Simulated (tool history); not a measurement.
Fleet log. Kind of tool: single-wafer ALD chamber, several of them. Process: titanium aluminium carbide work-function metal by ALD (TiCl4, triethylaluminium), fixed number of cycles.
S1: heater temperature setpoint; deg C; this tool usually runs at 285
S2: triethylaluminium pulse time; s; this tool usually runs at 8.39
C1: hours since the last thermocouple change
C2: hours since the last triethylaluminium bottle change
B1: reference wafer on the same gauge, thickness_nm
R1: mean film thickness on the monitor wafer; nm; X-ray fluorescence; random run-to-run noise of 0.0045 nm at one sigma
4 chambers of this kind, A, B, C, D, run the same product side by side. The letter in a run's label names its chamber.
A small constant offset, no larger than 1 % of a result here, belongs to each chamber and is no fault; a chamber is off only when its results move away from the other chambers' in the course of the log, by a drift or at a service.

Run 1D, hour 13.9: usual settings; C1 373.5; C2 216.1; B1 1.67. Result: R1 1.8224 nm.
Run 2C, hour 25.1: usual settings; C1 2628; C2 1050.8; B1 1.6704. Result: R1 1.8259 nm.
Run 3B, hour 37.4: usual settings; C1 2205.8; C2 585.6; B1 1.6698. Result: R1 1.8154 nm.
Run 4A, hour 47.8: usual settings; C1 249.8; C2 164.1; B1 1.6699. Result: R1 1.8466 nm.
Run 5B, hour 62.3: usual settings; C1 2230.7; C2 610.5; B1 1.6694. Result: R1 1.8194 nm.
Run 6D, hour 69.5: usual settings; C1 429.1; C2 271.7; B1 1.6705. Result: R1 1.8189 nm.
Run 7A, hour 79.8: usual settings; C1 281.8; C2 196.1; B1 1.6713. Result: R1 1.8376 nm.
Run 8C, hour 87.8: usual settings; C1 2690.7; C2 1113.5; B1 1.6701. Result: R1 1.8224 nm.
Run 9B, hour 97.4: usual settings; C1 2265.8; C2 645.6; B1 1.6705. Result: R1 1.8222 nm.
Run 10D, hour 105.8: usual settings; C1 465.4; C2 308; B1 1.6705. Result: R1 1.8279 nm.
Run 11A, hour 115.6: usual settings; C1 317.6; C2 231.9; B1 1.6704. Result: R1 1.8385 nm.
Run 12C, hour 129.5: usual settings; C1 2732.4; C2 1155.2; B1 1.6702. Result: R1 1.8162 nm.
Run 13C, hour 143.1: usual settings; C1 2746; C2 1168.8; B1 1.6693. Result: R1 1.825 nm.
At hour 146.7: chamber C: thermocouple changed; heater temperature recalibrated.
Run 14D, hour 154.9: usual settings; C1 514.5; C2 357.1; B1 1.6698. Result: R1 1.8235 nm.
Run 15B, hour 161.8: usual settings; C1 2330.2; C2 710; B1 1.6708. Result: R1 1.8187 nm.
Run 16A, hour 172.3: usual settings; C1 374.3; C2 288.6; B1 1.6696. Result: R1 1.8389 nm.
Run 17A, hour 187.4: usual settings; C1 389.4; C2 303.7; B1 1.6701. Result: R1 1.8428 nm.
Run 18B, hour 195.3: usual settings; C1 2363.7; C2 743.5; B1 1.6707. Result: R1 1.824 nm.
Run 19C, hour 211.1: usual settings; C1 64.5; C2 1236.8; B1 1.67. Result: R1 1.8279 nm.
Run 20D, hour 225.6: usual settings; C1 585.2; C2 427.8; B1 1.67. Result: R1 1.8247 nm.
Run 21A, hour 238.9: usual settings; C1 440.9; C2 355.2; B1 1.6699. Result: R1 1.8455 nm.
Run 22B, hour 248.1: usual settings; C1 2416.5; C2 796.3; B1 1.6703. Result: R1 1.8279 nm.
Run 23D, hour 263: usual settings but S1 274 deg C; C1 622.6; C2 465.2; B1 1.6705. Result: R1 1.7236 nm.
Run 24C, hour 278.4: usual settings but S1 274 deg C; C1 131.8; C2 1304.1; B1 1.6704. Result: R1 1.7334 nm.
Run 25D, hour 285.4: usual settings but S1 274 deg C; C1 645; C2 487.6; B1 1.6702. Result: R1 1.7406 nm.
Run 26C, hour 298.7: usual settings but S1 274 deg C; C1 152.1; C2 1324.4; B1 1.6696. Result: R1 1.7268 nm.
Run 27A, hour 306.2: usual settings; C1 508.2; C2 422.5; B1 1.6697. Result: R1 1.8345 nm.
Run 28B, hour 320: usual settings; C1 2488.4; C2 868.2; B1 1.6699. Result: R1 1.8272 nm.
Run 29C, hour 330: usual settings; C1 183.4; C2 1355.7; B1 1.6698. Result: R1 1.8265 nm.
Run 30A, hour 337.7: usual settings; C1 539.7; C2 454; B1 1.6694. Result: R1 1.8357 nm.
Run 31B, hour 352.9: usual settings; C1 2521.3; C2 901.1; B1 1.67. Result: R1 1.8217 nm.
Run 32D, hour 367.3: usual settings but S1 271 deg C; C1 726.9; C2 569.5; B1 1.6703. Result: R1 1.6938 nm.
Run 33C, hour 376.4: usual settings but S1 271 deg C; C1 229.8; C2 1402.1; B1 1.6705. Result: R1 1.7086 nm.
Run 34D, hour 389.1: usual settings but S1 271 deg C; C1 748.7; C2 591.3; B1 1.6696. Result: R1 1.6839 nm.
Run 35A, hour 403.6: usual settings but S1 271 deg C; C1 605.6; C2 519.9; B1 1.6697. Result: R1 1.7239 nm.
Run 36B, hour 415.2: usual settings; C1 2583.6; C2 963.4; B1 1.6693. Result: R1 1.8182 nm.
Run 37A, hour 430.8: usual settings but S1 278 deg C, S2 11.67 s; C1 632.8; C2 547.1; B1 1.6704. Result: R1 1.8517 nm.
Run 38B, hour 439.1: usual settings but S1 278 deg C, S2 11.67 s; C1 2607.5; C2 987.3; B1 1.6702. Result: R1 1.8283 nm.
Run 39C, hour 453.5: usual settings but S1 278 deg C, S2 11.67 s; C1 306.9; C2 1479.2; B1 1.6707. Result: R1 1.8387 nm.
Run 40D, hour 466.7: usual settings but S1 278 deg C, S2 11.67 s; C1 826.3; C2 668.9; B1 1.6697. Result: R1 1.8253 nm.
Run 41C, hour 479.9: usual settings; C1 333.3; C2 1505.6; B1 1.6696. Result: R1 1.8234 nm.
Run 42D, hour 490.3: usual settings; C1 849.9; C2 692.5; B1 1.6703. Result: R1 1.7894 nm.

Each of the 4 chambers runs these same settings next. Fill in every chamber's results:
Run 43A, hour 501.7: usual settings but S1 297 deg C. Result: R1 ?.
Run 43B, hour 501.7: usual settings but S1 297 deg C. Result: R1 ?.
Run 43C, hour 501.7: usual settings but S1 297 deg C. Result: R1 ?.
Run 43D, hour 501.7: usual settings but S1 297 deg C. Result: R1 ?.

run      R1
43A  1.9445
43B  1.9255
43C  1.9195
43D  1.8834

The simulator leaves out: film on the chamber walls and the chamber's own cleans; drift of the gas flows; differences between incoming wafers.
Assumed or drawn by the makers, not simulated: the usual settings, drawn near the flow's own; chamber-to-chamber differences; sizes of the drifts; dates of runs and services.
